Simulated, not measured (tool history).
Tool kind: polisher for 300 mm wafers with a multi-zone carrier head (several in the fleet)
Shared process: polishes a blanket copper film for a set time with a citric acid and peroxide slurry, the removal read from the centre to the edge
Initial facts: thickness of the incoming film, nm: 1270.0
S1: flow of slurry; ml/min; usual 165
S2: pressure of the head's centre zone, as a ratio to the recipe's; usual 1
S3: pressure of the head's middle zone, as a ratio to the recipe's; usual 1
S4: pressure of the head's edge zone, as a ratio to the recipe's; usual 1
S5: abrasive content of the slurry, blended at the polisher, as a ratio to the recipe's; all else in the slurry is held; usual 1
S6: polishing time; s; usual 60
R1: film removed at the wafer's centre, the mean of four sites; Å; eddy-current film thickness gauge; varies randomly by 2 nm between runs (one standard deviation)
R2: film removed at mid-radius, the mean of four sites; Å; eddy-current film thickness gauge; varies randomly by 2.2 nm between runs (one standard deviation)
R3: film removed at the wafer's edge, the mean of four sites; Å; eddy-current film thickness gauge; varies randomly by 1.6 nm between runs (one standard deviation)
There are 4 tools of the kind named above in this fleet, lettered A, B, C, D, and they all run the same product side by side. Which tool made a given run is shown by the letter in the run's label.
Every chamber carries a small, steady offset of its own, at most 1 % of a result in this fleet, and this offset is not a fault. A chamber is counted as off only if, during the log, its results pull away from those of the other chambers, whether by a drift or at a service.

run 1C hour=5.6 | S1=165 S2=1 S3=1 S4=1 S5=1 S6=60 | R1=1980.7 R2=2031.2 R3=2026.6
run 2D hour=12.6 | S1=165 S2=1 S3=1 S4=1 S5=1 S6=60 | R1=2011.1 R2=1990 R3=1972.8
run 3B hour=19.9 | S1=165 S2=1 S3=1 S4=1 S5=1 S6=60 | R1=1999.6 R2=1971.1 R3=2002.5
-- hour=23.5 chamber B: centre zone pressure recalibrated
run 4A hour=24.3 | S1=165 S2=1 S3=1 S4=1 S5=1 S6=60 | R1=1998.3 R2=2013.4 R3=2028
-- hour=27.1 chamber D: worn pad replaced by a new one
run 5A hour=28.3 | S1=165 S2=1 S3=1 S4=1 S5=1 S6=60 | R1=2014.7 R2=2062 R3=2005.6
run 6B hour=32.7 | S1=165 S2=1 S3=1 S4=1 S5=1 S6=60 | R1=2033.2 R2=1989.8 R3=2021.7
-- hour=32.8 chamber B: worn pad replaced by a new one
run 7C hour=38.1 | S1=165 S2=1 S3=1 S4=1 S5=1 S6=60 | R1=2034.4 R2=2035.5 R3=2018.3
run 8D hour=43.7 | S1=165 S2=1 S3=1 S4=1 S5=1 S6=60 | R1=2017.4 R2=2004.9 R3=1978.8
run 9D hour=47.1 | S1=165 S2=1 S3=1 S4=1 S5=1 S6=60 | R1=2008.7 R2=2033.1 R3=1962.6
run 10B hour=52.3 | S1=165 S2=1 S3=1 S4=1 S5=1 S6=60 | R1=1993.6 R2=2016.5 R3=1999.1
-- hour=53.2 chamber C: worn pad replaced by a new one
run 11C hour=57.6 | S1=165 S2=1 S3=1 S4=1 S5=1 S6=60 | R1=2003.3 R2=2008.1 R3=2011
run 12A hour=61.8 | S1=165 S2=1 S3=1 S4=1 S5=1 S6=60 | R1=2001.7 R2=2008.6 R3=1978.3
run 13D hour=65.6 | S1=165 S2=1 S3=1 S4=1 S5=1 S6=60 | R1=2022.9 R2=1995.3 R3=1970.6
-- hour=66.3 chamber D: worn pad replaced by a new one
run 14A hour=70.9 | S1=165 S2=1.07 S3=1 S4=1 S5=1 S6=60 | R1=2119.3 R2=1998.5 R3=1986.8
run 15C hour=78 | S1=165 S2=1.07 S3=1 S4=1 S5=1 S6=60 | R1=2178.2 R2=2020.9 R3=2028
run 16B hour=84.3 | S1=165 S2=1.07 S3=1 S4=1 S5=1 S6=60 | R1=2147.9 R2=2035.2 R3=2030.1
run 17C hour=89.4 | S1=165 S2=1.07 S3=1 S4=1 S5=1 S6=60 | R1=2179.1 R2=2035.2 R3=2033.8
run 18D hour=95.8 | S1=165 S2=1 S3=1 S4=1 S5=1 S6=60 | R1=1990.8 R2=2021.3 R3=1999
run 19B hour=103.4 | S1=165 S2=1 S3=1 S4=1 S5=1 S6=60 | R1=2013.9 R2=2042.4 R3=2021.9
-- hour=103.6 chamber B: worn pad replaced by a new one
-- hour=104.4 chamber B: slurry nozzle cleaned
-- hour=107.1 chamber D: worn pad replaced by a new one
-- hour=108.9 chamber D: edge zone pressure recalibrated
run 20A hour=108.9 | S1=165 S2=1 S3=1 S4=1 S5=1 S6=60 | R1=1933.7 R2=1945.9 R3=1912.5
-- hour=114.7 chamber C: worn pad replaced by a new one
run 21A hour=116.3 | S1=165 S2=1 S3=1 S4=1 S5=1 S6=60 | R1=1911.9 R2=1874.8 R3=1889
run 22C hour=119.8 | S1=185 S2=1 S3=0.9 S4=1 S5=1 S6=60 | R1=2055.9 R2=1877 R3=2043.7
run 23B hour=124.3 | S1=185 S2=1 S3=0.9 S4=1 S5=1 S6=60 | R1=2049.6 R2=1850.2 R3=2059.6
run 24D hour=128.6 | S1=185 S2=1 S3=0.9 S4=1 S5=1 S6=60 | R1=2063.7 R2=1847.5 R3=2020.4
run 25D hour=133.8 | S1=185 S2=1 S3=0.9 S4=1 S5=1 S6=60 | R1=2022.5 R2=1853.4 R3=2048
run 26C hour=140.8 | S1=165 S2=1 S3=1 S4=1 S5=1 S6=60 | R1=2005.8 R2=2005.5 R3=2023
-- hour=141.9 chamber D: worn pad replaced by a new one
run 27A hour=148.1 | S1=165 S2=1 S3=1 S4=1 S5=1 S6=60 | R1=1814.3 R2=1852.9 R3=1856.9
run 28B hour=155.7 | S1=165 S2=1 S3=1 S4=1 S5=1 S6=60 | R1=1995.2 R2=2003.9 R3=2007.1
-- hour=158.2 chamber C: centre zone pressure recalibrated
run 29C hour=162.2 | S1=165 S2=1 S3=1 S4=1 S5=1 S6=60 | R1=1967 R2=2062 R3=1984.1
run 30B hour=169.2 | S1=165 S2=1 S3=1 S4=1 S5=1 S6=60 | R1=2031.8 R2=2009.2 R3=2002.5
run 31D hour=173.4 | S1=165 S2=1 S3=1 S4=1 S5=1 S6=60 | R1=1996.5 R2=1992.4 R3=1951.9
run 32A hour=177.3 | S1=165 S2=1 S3=1 S4=1 S5=1 S6=60 | R1=1821.2 R2=1795.9 R3=1770.2
run 33C hour=183.3 | S1=165 S2=1 S3=1 S4=1 S5=1 S6=60 | R1=2009.2 R2=2032.6 R3=2006.3
run 34A hour=188.6 | S1=165 S2=1 S3=1 S4=1 S5=1 S6=60 | R1=1779.1 R2=1803.2 R3=1782.9

Is one chamber out of step, is the gauge drifting, or do the chambers differ by no more than their own small offsets? For an off chamber, give its letter and the likeliest cause.

Little by little, chamber A moves away from the other chambers.
Most likely cause: removal rate lost through wear of the pad, % = 11.6.
The log may not separate it from: slurry flow missing at the pad, %.

Here are 4 candidates for chamber A's next run, each the usual settings with a change, their results left as question marks. Which one brings its results back in line with what the others give on the usual settings?
Allowed miss from the other chambers' usual-settings mean, per result, to count as in line: R1 70 Å; R2 78 Å; R3 57 Å
run 35A-1 hour=194.2 | S1=160 S2=1 S3=1 S4=0.99 S5=1 S6=53 | R1=? R2=? R3=?
run 35A-2 hour=194.2 | S1=160 S2=1 S3=1 S4=0.99 S5=0.95 S6=49 | R1=? R2=? R3=?
run 35A-3 hour=194.2 | S1=170 S2=0.99 S3=1.01 S4=1.01 S5=1.05 S6=74 | R1=? R2=? R3=?
run 35A-4 hour=194.2 | S1=170 S2=1 S3=1 S4=1.01 S5=1 S6=67 | R1=? R2=? R3=?

The mean the other chambers reach with the usual settings: R1 2001.8 Å; R2 2005.9 Å; R3 2003.3 Å
run=35A-1 R1=1565.7 R2=1552.2 R3=1553.2
run=35A-2 R1=1431.9 R2=1419.6 R3=1420.5
run=35A-3 R1=2210.7 R2=2233.3 R3=2230.9
run=35A-4 R1=2002.5 R2=1982.6 R3=1999.2
With 35A-4, the chamber falls back in line with the rest.

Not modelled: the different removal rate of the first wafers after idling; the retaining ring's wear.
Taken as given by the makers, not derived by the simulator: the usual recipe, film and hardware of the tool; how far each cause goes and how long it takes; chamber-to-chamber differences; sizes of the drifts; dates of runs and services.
